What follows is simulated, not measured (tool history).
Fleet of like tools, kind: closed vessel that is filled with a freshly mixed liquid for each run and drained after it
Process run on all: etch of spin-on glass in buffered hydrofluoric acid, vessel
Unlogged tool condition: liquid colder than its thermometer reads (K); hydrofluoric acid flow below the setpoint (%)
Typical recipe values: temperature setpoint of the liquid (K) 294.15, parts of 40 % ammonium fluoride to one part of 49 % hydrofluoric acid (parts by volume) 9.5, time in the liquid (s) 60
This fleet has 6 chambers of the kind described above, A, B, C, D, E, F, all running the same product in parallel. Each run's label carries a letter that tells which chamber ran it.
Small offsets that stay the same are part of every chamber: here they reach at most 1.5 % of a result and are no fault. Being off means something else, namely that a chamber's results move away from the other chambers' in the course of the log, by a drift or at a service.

run   hour  temperature setpoint of the liquid (K)  parts of 40 % ammonium fluoride to one part of 49 % hydrofluoric acid (parts by volume)  time in the liquid (s)  hours since the thermometer was replaced  hours since the hydrofluoric acid flow meter was replaced  read-back film thickness of the spin-on glass reference wafer, read on the same gauge (nm)  thickness taken off the spin-on glass on a monitor wafer (Å)
 1E    5.4                                  294.15                                                                                      9.5                      60                                    1226.6                                                      378.3                                                                                      59.996                                                       1054.30
 2B   11.0                                  294.15                                                                                      9.5                      60                                    1176.3                                                      444.3                                                                                      59.968                                                       1042.00
      12.3  -- chamber B: thermometer replaced
 3D   15.2                                  294.15                                                                                      9.5                      60                                     620.2                                                      634.5                                                                                      60.002                                                       1039.60
 4A   22.0                                  294.15                                                                                      9.5                      60                                    1037.2                                                      342.5                                                                                      59.997                                                       1044.30
 5F   27.2                                  294.15                                                                                      9.5                      60                                    1023.0                                                      977.2                                                                                      59.966                                                       1050.10
 6C   34.6                                  297.65                                                                                      9.5                      60                                    1239.0                                                      200.4                                                                                      59.982                                                       1282.70
 7B   40.5                                  297.65                                                                                      9.5                      60                                      28.3                                                      473.8                                                                                      60.015                                                       1268.60
 8D   47.9                                  297.65                                                                                      9.5                      60                                     652.9                                                      667.2                                                                                      60.014                                                       1258.90
 9E   52.3                                  297.65                                                                                      9.5                      60                                    1273.5                                                      425.2                                                                                      60.005                                                       1286.20
10F   56.8                                  297.65                                                                                      9.5                      60                                    1052.6                                                     1006.8                                                                                      59.987                                                       1272.90
11A   64.1                                  297.65                                                                                      9.5                      60                                    1079.3                                                      384.6                                                                                      60.033                                                       1279.40
12C   70.8                                  294.15                                                                                     13.0                      60                                    1275.2                                                      236.6                                                                                      59.990                                                        796.29
13D   77.1                                  294.15                                                                                     13.0                      60                                     682.1                                                      696.4                                                                                      60.030                                                        774.87
14C   80.4                                  294.15                                                                                     13.0                      60                                    1284.8                                                      246.2                                                                                      59.984                                                        792.13
15F   84.4                                  294.15                                                                                     13.0                      60                                    1080.2                                                     1034.4                                                                                      60.022                                                        783.93
16B   90.4                                  294.15                                                                                     13.0                      60                                      78.2                                                      523.7                                                                                      60.004                                                        782.10
17E   93.9                                  294.15                                                                                     13.0                      60                                    1315.1                                                      466.8                                                                                      60.004                                                        791.74
18A  100.1                                  294.15                                                                                     11.0                      60                                    1115.3                                                      420.6                                                                                      60.006                                                        925.79
19E  107.0                                  294.15                                                                                     11.0                      60                                    1328.2                                                      479.9                                                                                      59.971                                                        923.68
     108.3  -- chamber D: hydrofluoric acid flow meter replaced
     108.8  -- chamber A: hydrofluoric acid flow meter replaced
20B  110.3                                  294.15                                                                                     11.0                      60                                      98.1                                                      543.6                                                                                      59.996                                                        926.10
21F  114.6                                  294.15                                                                                     11.0                      60                                    1110.4                                                     1064.6                                                                                      59.978                                                        931.19
22A  120.3                                  294.15                                                                                     11.0                      60                                    1135.5                                                       11.6                                                                                      60.011                                                        924.52
23D  127.1                                  294.15                                                                                     11.0                      60                                     732.1                                                       18.9                                                                                      59.950                                                        915.13
24C  131.6                                  294.15                                                                                      9.5                      60                                    1336.0                                                      297.4                                                                                      60.011                                                       1056.40
25D  137.0                                  294.15                                                                                      9.5                      60                                     742.0                                                       28.8                                                                                      60.053                                                       1037.20
     137.7  -- chamber A: thermometer replaced
26C  143.4                                  294.15                                                                                      9.5                      60                                    1347.8                                                      309.2                                                                                      60.022                                                       1059.20
27B  150.8                                  291.15                                                                                      9.5                      60                                     138.6                                                      584.1                                                                                      59.983                                                        889.46
28E  155.6                                  291.15                                                                                      9.5                      60                                    1376.8                                                      528.5                                                                                      59.952                                                        891.31
29A  160.0                                  291.15                                                                                      9.5                      60                                      22.3                                                       51.3                                                                                      60.003                                                        885.31
30F  165.3                                  291.15                                                                                      9.5                      60                                    1161.1                                                     1115.3                                                                                      59.965                                                        897.09
31E  172.1                                  291.15                                                                                      9.5                      60                                    1393.3                                                      545.0                                                                                      59.948                                                        888.65
32D  177.3                                  291.15                                                                                      9.5                      60                                     782.3                                                       69.1                                                                                      59.993                                                        874.29
33F  181.4                                  294.15                                                                                      9.5                      60                                    1177.2                                                     1131.4                                                                                      59.971                                                       1054.60
34B  186.2                                  294.15                                                                                      9.5                      60                                     174.0                                                      619.5                                                                                      59.985                                                       1051.50
35A  192.7                                  294.15                                                                                      9.5                      60                                      55.0                                                       84.0                                                                                      59.982                                                       1051.40
36C  199.3                                  294.15                                                                                      9.5                      60                                    1403.7                                                      365.1                                                                                      59.987                                                       1059.90
37C  204.5                                  294.15                                                                                      9.5                      60                                    1408.9                                                      370.3                                                                                      60.003                                                       1055.40

Has any chamber moved away from the others, gradually or after a service, or does the common gauge drift, or do the chambers differ only by their own small steady offsets? State the chamber and the most likely cause if one applies.

Neither any chamber nor the gauge drifts; the chambers differ only by their own small, steady offsets.
